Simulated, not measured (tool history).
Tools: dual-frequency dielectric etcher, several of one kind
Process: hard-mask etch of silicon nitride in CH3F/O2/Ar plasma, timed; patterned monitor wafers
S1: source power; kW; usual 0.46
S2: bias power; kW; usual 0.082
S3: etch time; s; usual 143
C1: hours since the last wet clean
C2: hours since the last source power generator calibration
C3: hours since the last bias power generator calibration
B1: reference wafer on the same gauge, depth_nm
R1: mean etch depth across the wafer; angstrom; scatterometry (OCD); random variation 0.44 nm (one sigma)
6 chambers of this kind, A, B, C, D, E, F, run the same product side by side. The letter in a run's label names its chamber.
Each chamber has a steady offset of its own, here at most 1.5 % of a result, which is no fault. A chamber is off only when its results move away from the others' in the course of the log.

run	hour	S1	S2	S3	C1	C2	C3	B1	R1
1A	9.4	0.46	0.082	143	63.4	215.6	1420.1	94.083	1116.1
2F	15.1	0.46	0.082	143	188.4	1230.7	2258.3	93.947	1114.3
3E	21.3	0.46	0.082	143	349.6	827.3	523.1	94.019	1103.4
4C	30.4	0.46	0.082	143	213.2	1308.7	2798	94.062	1110.6
5D	41.9	0.46	0.082	143	234.9	1723.1	1214.1	93.961	1104.2
6B	52.6	0.46	0.082	143	379.4	1989.9	1122.9	94.09	1096.7
7C	61.3	0.46	0.082	143	244.1	1339.6	2828.9	94.024	1108.9
8F	72.8	0.46	0.082	143	246.1	1288.4	2316	93.979	1116.9
9E	78.9	0.46	0.082	143	407.2	884.9	580.7	94.002	1098.4
10A	86.8	0.46	0.082	143	140.8	293	1497.5	94.031	1115.6
11D	97.4	0.46	0.082	143	290.4	1778.6	1269.6	94.005	1106.1
12B	107.8	0.46	0.082	143	434.6	2045.1	1178.1	94.068	1105.2
13E	113.5	0.46	0.073	107.5	441.8	919.5	615.3	93.964	795.59
14D	118.7	0.46	0.073	107.5	311.7	1799.9	1290.9	94.038	799.19
15F	128.8	0.46	0.073	107.5	302.1	1344.4	2372	93.872	811.24
16B	138.6	0.46	0.073	107.5	465.4	2075.9	1208.9	93.985	790.63
17C	147.7	0.46	0.073	107.5	330.5	1426	2915.3	93.996	791.52
18A	159.2	0.46	0.073	107.5	213.2	365.4	1569.9	94.073	799.7
19F	165.6	0.46	0.082	143	338.9	1381.2	2408.8	94.023	1113.5
20D	174.8	0.46	0.082	143	367.8	1856	1347	93.86	1108.1
# hour 182.8: chamber F: wet clean of the chamber
21A	184.1	0.46	0.082	143	238.1	390.3	1594.8	93.914	1112.2
22E	190	0.46	0.082	143	518.3	996	691.8	93.978	1107.5
23B	201.1	0.46	0.082	143	527.9	2138.4	1271.4	94.007	1105.4
24C	212.4	0.53	0.082	143	395.2	1490.7	2980	93.919	1171.1
# hour 215.8: chamber B: wet clean of the chamber
25D	218.7	0.53	0.082	143	411.7	1899.9	1390.9	94.049	1158.9
26E	226.2	0.53	0.082	143	554.5	1032.2	728	93.902	1160
# hour 229.3: chamber C: wet clean of the chamber
27F	234.2	0.53	0.082	143	51.5	1449.8	2477.4	93.993	1181.1
28C	239.7	0.53	0.082	143	10.5	1518	3007.3	93.954	1159.5
29B	249.8	0.53	0.082	143	34.1	2187.1	1320.1	94.026	1158.5
# hour 253.1: chamber D: wet clean of the chamber
# hour 260.5: chamber A: wet clean of the chamber
# hour 261.1: chamber E: wet clean of the chamber
30A	261.3	0.46	0.082	143	0.9	467.5	1672	93.958	1116
31D	272	0.46	0.082	143	19	1953.2	1444.2	94.035	1096.5
32B	281.7	0.46	0.082	143	66	2219	1352	93.983	1107.2
33F	292.4	0.46	0.082	143	109.7	1508	2535.6	94.007	1110.8
34A	304.1	0.46	0.082	143	43.7	510.3	1714.8	93.888	1118
35C	311	0.46	0.082	143	81.8	1589.3	3078.6	93.883	1100.3
36E	317.5	0.46	0.082	143	56.5	1123.5	819.3	93.91	1093.9
37B	329.2	0.46	0.082	161.5	113.5	2266.5	1399.5	93.939	1242.5
38E	340.7	0.46	0.082	161.5	79.7	1146.7	842.5	93.968	1246.3
39A	352.5	0.46	0.082	161.5	92.1	558.7	1763.2	94.031	1262.9

Is one chamber off against the others, does the gauge drift, or is nothing wrong? If a chamber is off, say which, and what the likeliest cause is.

No chamber stands off beyond its own small offset, and the gauge holds steady.
